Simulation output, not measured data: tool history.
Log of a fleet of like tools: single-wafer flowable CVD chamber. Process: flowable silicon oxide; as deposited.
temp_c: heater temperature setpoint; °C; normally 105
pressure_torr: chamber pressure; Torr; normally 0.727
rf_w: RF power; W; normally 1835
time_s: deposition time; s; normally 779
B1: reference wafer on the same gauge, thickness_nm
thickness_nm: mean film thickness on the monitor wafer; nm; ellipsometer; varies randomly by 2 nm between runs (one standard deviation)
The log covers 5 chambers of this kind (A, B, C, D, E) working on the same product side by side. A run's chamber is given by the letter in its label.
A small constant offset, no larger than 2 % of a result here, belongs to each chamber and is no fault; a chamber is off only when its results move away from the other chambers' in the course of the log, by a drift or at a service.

{"run": "1A", "hour": 11.0, "temp_c": 105, "pressure_torr": 0.727, "rf_w": 1835, "time_s": 779, "B1": 319.11, "thickness_nm": 347.18}
{"run": "2C", "hour": 17.5, "temp_c": 105, "pressure_torr": 0.727, "rf_w": 1835, "time_s": 779, "B1": 318.52, "thickness_nm": 348.64}
{"hour": 24.4, "done": "chamber D: RF generator calibrated"}
{"run": "3B", "hour": 28.3, "temp_c": 105, "pressure_torr": 0.727, "rf_w": 1835, "time_s": 779, "B1": 319.44, "thickness_nm": 351.44}
{"run": "4E", "hour": 40.4, "temp_c": 105, "pressure_torr": 0.727, "rf_w": 1835, "time_s": 779, "B1": 319.02, "thickness_nm": 342.45}
{"run": "5D", "hour": 49.2, "temp_c": 105, "pressure_torr": 0.727, "rf_w": 1520, "time_s": 895, "B1": 319.57, "thickness_nm": 379.16}
{"run": "6D", "hour": 61.9, "temp_c": 105, "pressure_torr": 0.727, "rf_w": 1520, "time_s": 895, "B1": 319.23, "thickness_nm": 381.28}
{"run": "7E", "hour": 70.2, "temp_c": 105, "pressure_torr": 0.727, "rf_w": 1520, "time_s": 895, "B1": 318.71, "thickness_nm": 372.85}
{"run": "8B", "hour": 81.8, "temp_c": 105, "pressure_torr": 0.727, "rf_w": 1520, "time_s": 895, "B1": 319.15, "thickness_nm": 385.68}
{"run": "9C", "hour": 95.3, "temp_c": 105, "pressure_torr": 0.727, "rf_w": 1520, "time_s": 895, "B1": 319.31, "thickness_nm": 379.66}
{"run": "10A", "hour": 101.5, "temp_c": 105, "pressure_torr": 0.727, "rf_w": 1835, "time_s": 779, "B1": 319.0, "thickness_nm": 349.58}
{"hour": 104.4, "done": "chamber C: thermocouple changed; heater temperature recalibrated"}
{"run": "11C", "hour": 109.1, "temp_c": 105, "pressure_torr": 0.727, "rf_w": 1835, "time_s": 779, "B1": 318.98, "thickness_nm": 350.67}
{"run": "12D", "hour": 120.1, "temp_c": 112, "pressure_torr": 0.727, "rf_w": 1620, "time_s": 779, "B1": 318.58, "thickness_nm": 269.45}
{"run": "13B", "hour": 129.9, "temp_c": 112, "pressure_torr": 0.727, "rf_w": 1620, "time_s": 779, "B1": 318.5, "thickness_nm": 273.15}
{"run": "14E", "hour": 138.9, "temp_c": 112, "pressure_torr": 0.727, "rf_w": 1620, "time_s": 779, "B1": 319.16, "thickness_nm": 263.85}
{"run": "15A", "hour": 147.2, "temp_c": 112, "pressure_torr": 0.727, "rf_w": 1620, "time_s": 779, "B1": 318.93, "thickness_nm": 270.91}
{"run": "16E", "hour": 155.7, "temp_c": 112, "pressure_torr": 0.727, "rf_w": 1620, "time_s": 779, "B1": 318.92, "thickness_nm": 262.94}
{"run": "17C", "hour": 168.5, "temp_c": 105, "pressure_torr": 0.727, "rf_w": 1835, "time_s": 779, "B1": 319.22, "thickness_nm": 353.35}
{"hour": 176.7, "done": "chamber B: thermocouple changed; heater temperature recalibrated"}
{"run": "18A", "hour": 180.2, "temp_c": 105, "pressure_torr": 0.727, "rf_w": 1835, "time_s": 779, "B1": 319.0, "thickness_nm": 347.4}
{"hour": 185.0, "done": "chamber A: thermocouple changed; heater temperature recalibrated"}
{"run": "19D", "hour": 192.6, "temp_c": 105, "pressure_torr": 0.727, "rf_w": 1835, "time_s": 779, "B1": 318.65, "thickness_nm": 350.38}
{"run": "20B", "hour": 205.1, "temp_c": 105, "pressure_torr": 0.727, "rf_w": 1835, "time_s": 779, "B1": 319.2, "thickness_nm": 351.47}
{"run": "21E", "hour": 216.9, "temp_c": 105, "pressure_torr": 0.727, "rf_w": 1835, "time_s": 779, "B1": 319.25, "thickness_nm": 346.51}
{"run": "22C", "hour": 230.2, "temp_c": 105, "pressure_torr": 0.727, "rf_w": 1835, "time_s": 779, "B1": 318.65, "thickness_nm": 351.28}
{"run": "23D", "hour": 239.3, "temp_c": 105, "pressure_torr": 0.87, "rf_w": 1835, "time_s": 779, "B1": 318.84, "thickness_nm": 444.98}
{"hour": 242.0, "done": "chamber B: RF generator calibrated"}
{"run": "24A", "hour": 251.9, "temp_c": 105, "pressure_torr": 0.87, "rf_w": 1835, "time_s": 779, "B1": 318.85, "thickness_nm": 444.19}
{"run": "25B", "hour": 263.9, "temp_c": 105, "pressure_torr": 0.87, "rf_w": 1835, "time_s": 779, "B1": 318.72, "thickness_nm": 440.39}
{"run": "26D", "hour": 274.9, "temp_c": 105, "pressure_torr": 0.87, "rf_w": 1835, "time_s": 779, "B1": 318.89, "thickness_nm": 445.33}
{"run": "27A", "hour": 284.6, "temp_c": 105, "pressure_torr": 0.87, "rf_w": 1835, "time_s": 779, "B1": 318.75, "thickness_nm": 443.49}
{"run": "28B", "hour": 292.0, "temp_c": 105, "pressure_torr": 0.727, "rf_w": 1835, "time_s": 779, "B1": 318.63, "thickness_nm": 351.96}
{"run": "29E", "hour": 299.1, "temp_c": 105, "pressure_torr": 0.727, "rf_w": 1835, "time_s": 779, "B1": 318.67, "thickness_nm": 342.84}
{"run": "30C", "hour": 306.1, "temp_c": 105, "pressure_torr": 0.727, "rf_w": 1835, "time_s": 779, "B1": 319.24, "thickness_nm": 347.97}
{"run": "31E", "hour": 314.3, "temp_c": 105, "pressure_torr": 0.727, "rf_w": 1835, "time_s": 779, "B1": 318.5, "thickness_nm": 346.23}
{"run": "32B", "hour": 322.9, "temp_c": 105, "pressure_torr": 0.727, "rf_w": 1835, "time_s": 779, "B1": 318.76, "thickness_nm": 353.54}
{"run": "33A", "hour": 336.8, "temp_c": 105, "pressure_torr": 0.727, "rf_w": 1835, "time_s": 779, "B1": 319.04, "thickness_nm": 347.07}
{"run": "34C", "hour": 346.2, "temp_c": 105, "pressure_torr": 0.727, "rf_w": 1835, "time_s": 779, "B1": 319.05, "thickness_nm": 345.25}
{"run": "35D", "hour": 359.6, "temp_c": 105, "pressure_torr": 0.727, "rf_w": 1835, "time_s": 779, "B1": 319.34, "thickness_nm": 353.55}
{"hour": 367.2, "done": "chamber D: capacitance manometer re-zeroed and calibrated"}
{"run": "36E", "hour": 368.5, "temp_c": 105, "pressure_torr": 0.727, "rf_w": 1835, "time_s": 779, "B1": 319.04, "thickness_nm": 342.89}
{"run": "37C", "hour": 375.6, "temp_c": 105, "pressure_torr": 0.806, "rf_w": 2030, "time_s": 779, "B1": 319.34, "thickness_nm": 409.15}
{"run": "38D", "hour": 383.5, "temp_c": 105, "pressure_torr": 0.806, "rf_w": 2030, "time_s": 779, "B1": 318.78, "thickness_nm": 410.91}
{"run": "39A", "hour": 393.3, "temp_c": 105, "pressure_torr": 0.806, "rf_w": 2030, "time_s": 779, "B1": 318.71, "thickness_nm": 406.16}
{"run": "40B", "hour": 401.4, "temp_c": 105, "pressure_torr": 0.806, "rf_w": 2030, "time_s": 779, "B1": 318.71, "thickness_nm": 412.6}
{"run": "41D", "hour": 408.0, "temp_c": 105, "pressure_torr": 0.806, "rf_w": 2030, "time_s": 779, "B1": 318.56, "thickness_nm": 412.28}
{"run": "42B", "hour": 417.3, "temp_c": 105, "pressure_torr": 0.727, "rf_w": 1835, "time_s": 779, "B1": 319.04, "thickness_nm": 357.93}
{"run": "43E", "hour": 426.9, "temp_c": 105, "pressure_torr": 0.727, "rf_w": 1835, "time_s": 779, "B1": 319.04, "thickness_nm": 340.57}

Is one chamber off against the others, does the gauge drift, or is nothing wrong? If a chamber is off, say which, and what the likeliest cause is.

No chamber stands off beyond its own small offset, and the gauge holds steady.
